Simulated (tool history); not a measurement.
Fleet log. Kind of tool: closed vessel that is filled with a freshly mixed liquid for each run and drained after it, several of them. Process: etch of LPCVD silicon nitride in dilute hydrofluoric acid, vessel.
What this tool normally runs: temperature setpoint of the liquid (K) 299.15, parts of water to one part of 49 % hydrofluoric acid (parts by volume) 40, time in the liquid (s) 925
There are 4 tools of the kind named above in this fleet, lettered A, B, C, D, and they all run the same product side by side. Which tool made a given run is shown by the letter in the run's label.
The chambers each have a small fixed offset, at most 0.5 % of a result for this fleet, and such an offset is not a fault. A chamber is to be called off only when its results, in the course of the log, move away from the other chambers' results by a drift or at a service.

| run | hour | temperature setpoint of the liquid (K) | parts of water to one part of 49 % hydrofluoric acid (parts by volume) | time in the liquid (s) | read-back film thickness of the LPCVD silicon nitride reference wafer, read on the same gauge (nm) | thickness taken off the LPCVD silicon nitride on a monitor wafer (angstrom) |
|---|---|---|---|---|---|---|
| 1A | 8.7 | 299.15 | 40 | 925 | 59.980 | 129.340 |
|  | 9.5 | chamber A: thermometer replaced |
| 2C | 14.2 | 299.15 | 40 | 925 | 60.020 | 129.440 |
| 3B | 22.9 | 299.15 | 40 | 925 | 59.954 | 129.090 |
| 4D | 33.7 | 299.15 | 40 | 925 | 59.989 | 128.630 |
| 5A | 43.1 | 299.15 | 40 | 925 | 60.007 | 129.020 |
| 6C | 51.7 | 299.15 | 25 | 925 | 60.060 | 205.010 |
| 7D | 60.1 | 299.15 | 25 | 925 | 59.984 | 203.420 |
| 8B | 69.4 | 299.15 | 25 | 925 | 60.005 | 202.450 |
| 9D | 80.2 | 299.15 | 25 | 925 | 60.037 | 203.340 |
| 10C | 92.2 | 299.15 | 40 | 925 | 59.995 | 130.400 |
| 11A | 101.9 | 299.15 | 40 | 925 | 60.042 | 129.360 |
| 12B | 111.9 | 299.15 | 40 | 925 | 59.972 | 130.650 |
| 13D | 121.3 | 299.15 | 40 | 925 | 60.043 | 129.300 |
| 14A | 130.9 | 299.15 | 40 | 925 | 60.013 | 128.350 |
| 15B | 141.0 | 299.15 | 40 | 715 | 59.962 | 100.510 |
| 16C | 148.7 | 299.15 | 40 | 715 | 59.971 | 100.640 |
| 17C | 155.5 | 299.15 | 40 | 715 | 60.039 | 100.820 |
| 18B | 164.0 | 299.15 | 40 | 715 | 59.978 | 99.808 |
| 19A | 174.1 | 299.15 | 40 | 925 | 59.976 | 129.290 |
| 20D | 183.2 | 299.15 | 40 | 925 | 60.030 | 127.910 |
| 21C | 194.4 | 299.15 | 40 | 925 | 59.977 | 129.730 |
|  | 205.3 | chamber D: thermometer replaced |
| 22A | 206.2 | 299.15 | 40 | 925 | 60.009 | 128.900 |
| 23B | 214.5 | 299.15 | 40 | 925 | 60.031 | 130.480 |
| 24D | 226.3 | 299.15 | 40 | 925 | 60.016 | 126.220 |
| 25B | 234.7 | 299.15 | 40 | 925 | 59.976 | 129.840 |
| 26C | 245.1 | 299.15 | 40 | 925 | 60.003 | 130.140 |
| 27D | 254.2 | 299.15 | 40 | 925 | 60.015 | 125.570 |
| 28A | 262.8 | 299.15 | 40 | 925 | 59.950 | 128.900 |
| 29A | 271.3 | 299.15 | 40 | 925 | 59.962 | 129.470 |
| 30B | 277.9 | 299.15 | 40 | 925 | 60.030 | 129.410 |
| 31C | 287.1 | 299.15 | 40 | 925 | 60.008 | 129.180 |
| 32D | 297.3 | 299.15 | 40 | 925 | 60.011 | 125.200 |
| 33B | 303.5 | 299.15 | 40 | 925 | 59.999 | 129.140 |
| 34C | 313.4 | 299.15 | 40 | 925 | 59.987 | 130.420 |
| 35D | 322.7 | 299.15 | 40 | 925 | 59.994 | 125.200 |
| 36A | 328.8 | 299.15 | 40 | 925 | 59.983 | 129.400 |
| 37B | 334.2 | 299.15 | 40 | 925 | 60.003 | 129.650 |
| 38D | 344.5 | 299.15 | 40 | 925 | 59.952 | 124.450 |
| 39C | 353.4 | 299.15 | 40 | 925 | 60.032 | 131.190 |
| 40A | 361.9 | 299.15 | 40 | 925 | 60.027 | 128.360 |
| 41B | 369.6 | 299.15 | 40 | 460 | 59.986 | 64.510 |
| 42C | 382.0 | 299.15 | 40 | 460 | 59.944 | 64.554 |
| 43A | 392.1 | 299.15 | 40 | 460 | 59.988 | 63.565 |

Is one chamber off against the others, does the gauge drift, or is nothing wrong? If a chamber is off, say which, and what the likeliest cause is.

Little by little, chamber D moves away from the other chambers.
Cause: hydrofluoric acid flow below the setpoint (%) = 4.55.

Here are 4 candidates for chamber D's next run, each the usual settings with a change, their results left as question marks. Which one brings its results back in line with what the others give on the usual settings?
In-line tolerance around the mean of the other chambers on the usual settings: thickness taken off the LPCVD silicon nitride on a monitor wafer (angstrom) 1.900
| 44D-1 | 401.1 | 299.15 | 40 | 885 |  | ? |
| 44D-2 | 401.1 | 298.65 | 40 | 870 |  | ? |
| 44D-3 | 401.1 | 299.15 | 40 | 970 |  | ? |
| 44D-4 | 401.1 | 299.65 | 40 | 990 |  | ? |

On the usual settings, the other chambers give on average: thickness taken off the LPCVD silicon nitride on a monitor wafer (angstrom) 129.480
| run | thickness taken off the LPCVD silicon nitride on a monitor wafer (angstrom) |
|---|---|
| 44D-1 | 117.560 |
| 44D-2 | 111.690 |
| 44D-3 | 128.850 |
| 44D-4 | 136.050 |
Change 44D-3 lands the chamber within the allowed miss of the other chambers.
